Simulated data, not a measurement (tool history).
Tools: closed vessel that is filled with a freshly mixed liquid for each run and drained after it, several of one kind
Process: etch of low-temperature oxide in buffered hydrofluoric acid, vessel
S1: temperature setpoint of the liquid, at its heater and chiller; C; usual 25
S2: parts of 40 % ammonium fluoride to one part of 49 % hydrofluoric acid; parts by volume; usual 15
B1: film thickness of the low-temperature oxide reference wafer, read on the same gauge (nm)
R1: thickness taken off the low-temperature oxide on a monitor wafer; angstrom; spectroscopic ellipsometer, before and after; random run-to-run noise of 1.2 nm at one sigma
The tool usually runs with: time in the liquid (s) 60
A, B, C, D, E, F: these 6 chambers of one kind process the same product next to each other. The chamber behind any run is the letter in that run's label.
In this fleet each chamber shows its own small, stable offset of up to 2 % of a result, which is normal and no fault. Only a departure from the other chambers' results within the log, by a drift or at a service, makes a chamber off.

Run 1E, day 0.296: usual settings; B1 79.958. Result: R1 1589.1 angstrom.
Run 2A, day 0.679: usual settings; B1 79.995. Result: R1 1556 angstrom.
Run 3C, day 1.096: usual settings; B1 79.96. Result: R1 1604.1 angstrom.
Run 4F, day 1.471: usual settings; B1 80.004. Result: R1 1562.8 angstrom.
Run 5D, day 1.917: usual settings; B1 80.018. Result: R1 1569.9 angstrom.
Run 6B, day 2.554: usual settings; B1 79.973. Result: R1 1587 angstrom.
Run 7E, day 2.846: usual settings; B1 79.987. Result: R1 1548.4 angstrom.
Run 8D, day 3.412: usual settings but S2 17.5 parts by volume, time in the liquid (s) 85; B1 79.998. Result: R1 1896.9 angstrom.
Run 9C, day 3.742: usual settings but S2 17.5 parts by volume, time in the liquid (s) 85; B1 79.973. Result: R1 1947.9 angstrom.
Run 10F, day 4.362: usual settings but S2 17.5 parts by volume, time in the liquid (s) 85; B1 79.997. Result: R1 1891 angstrom.
Run 11B, day 4.712: usual settings but S2 17.5 parts by volume, time in the liquid (s) 85; B1 80.006. Result: R1 1935.7 angstrom.
Run 12A, day 5.367: usual settings but S2 17.5 parts by volume, time in the liquid (s) 85; B1 79.99. Result: R1 1899.3 angstrom.
Run 13F, day 5.854: usual settings but S2 17.5 parts by volume, time in the liquid (s) 85; B1 80.004. Result: R1 1944.8 angstrom.
At day 6.158: chamber B: thermometer replaced.
Run 14E, day 6.321: usual settings; B1 80.017. Result: R1 1576.7 angstrom.
Run 15A, day 6.667: usual settings; B1 80.003. Result: R1 1564.5 angstrom.
Run 16C, day 6.988: usual settings; B1 80.006. Result: R1 1594.6 angstrom.
Run 17D, day 7.583: usual settings; B1 80.001. Result: R1 1551.4 angstrom.
Run 18B, day 8.142: usual settings; B1 79.996. Result: R1 1558.9 angstrom.
Run 19A, day 8.767: usual settings; B1 79.995. Result: R1 1564.8 angstrom.
Run 20F, day 9.079: usual settings; B1 80.01. Result: R1 1578.7 angstrom.
Run 21D, day 9.508: usual settings; B1 80.017. Result: R1 1560 angstrom.
Run 22C, day 10.112: usual settings; B1 79.968. Result: R1 1640.6 angstrom.
Run 23B, day 10.529: usual settings; B1 79.993. Result: R1 1589.2 angstrom.
Run 24E, day 10.85: usual settings; B1 79.981. Result: R1 1550.1 angstrom.
Run 25A, day 11.254: usual settings; B1 80.006. Result: R1 1549.7 angstrom.
At day 11.325: chamber E: thermometer replaced.
Run 26B, day 11.821: usual settings but S2 12.5 parts by volume; B1 79.978. Result: R1 1879.7 angstrom.
Run 27D, day 12.462: usual settings but S2 12.5 parts by volume; B1 80.013. Result: R1 1884.6 angstrom.
Run 28E, day 12.892: usual settings but S2 12.5 parts by volume; B1 79.998. Result: R1 1879.6 angstrom.
At day 12.904: chamber A: thermometer replaced.
Run 29C, day 13.304: usual settings but S2 12.5 parts by volume; B1 80.027. Result: R1 2014.5 angstrom.
Run 30F, day 13.929: usual settings but S2 12.5 parts by volume; B1 80.02. Result: R1 1868.3 angstrom.
At day 14.492: chamber C: hydrofluoric acid flow meter replaced.
Run 31A, day 14.529: usual settings but S2 12.5 parts by volume; B1 79.978. Result: R1 1858.9 angstrom.
Run 32E, day 15.029: usual settings; B1 79.994. Result: R1 1573.8 angstrom.
Run 33D, day 15.333: usual settings; B1 79.991. Result: R1 1561.2 angstrom.
Run 34B, day 15.754: usual settings; B1 79.997. Result: R1 1574.8 angstrom.
At day 15.925: chamber D: thermometer replaced.
Run 35F, day 16.246: usual settings; B1 80.007. Result: R1 1566.4 angstrom.
Run 36C, day 16.558: usual settings; B1 80.005. Result: R1 1695.8 angstrom.
Run 37D, day 16.846: usual settings but S1 27.5 C; B1 80.022. Result: R1 1805.3 angstrom.
Run 38A, day 17.208: usual settings but S1 27.5 C; B1 79.978. Result: R1 1774.2 angstrom.
Run 39B, day 17.783: usual settings but S1 27.5 C; B1 79.993. Result: R1 1792.6 angstrom.
Run 40F, day 18.362: usual settings but S1 27.5 C; B1 79.959. Result: R1 1792.3 angstrom.
Run 41E, day 18.958: usual settings but S1 27.5 C; B1 80.029. Result: R1 1815.9 angstrom.

Predict what each chamber gives when all 6 of them run the settings below next.
Run 42A, day 19.429: usual settings. Result: R1 ?.
Run 42B, day 19.429: usual settings. Result: R1 ?.
Run 42C, day 19.429: usual settings. Result: R1 ?.
Run 42D, day 19.429: usual settings. Result: R1 ?.
Run 42E, day 19.429: usual settings. Result: R1 ?.
Run 42F, day 19.429: usual settings. Result: R1 ?.

run      R1
42A    1540
42B  1560.6
42C  1748.5
42D  1587.9
42E  1537.6
42F    1560

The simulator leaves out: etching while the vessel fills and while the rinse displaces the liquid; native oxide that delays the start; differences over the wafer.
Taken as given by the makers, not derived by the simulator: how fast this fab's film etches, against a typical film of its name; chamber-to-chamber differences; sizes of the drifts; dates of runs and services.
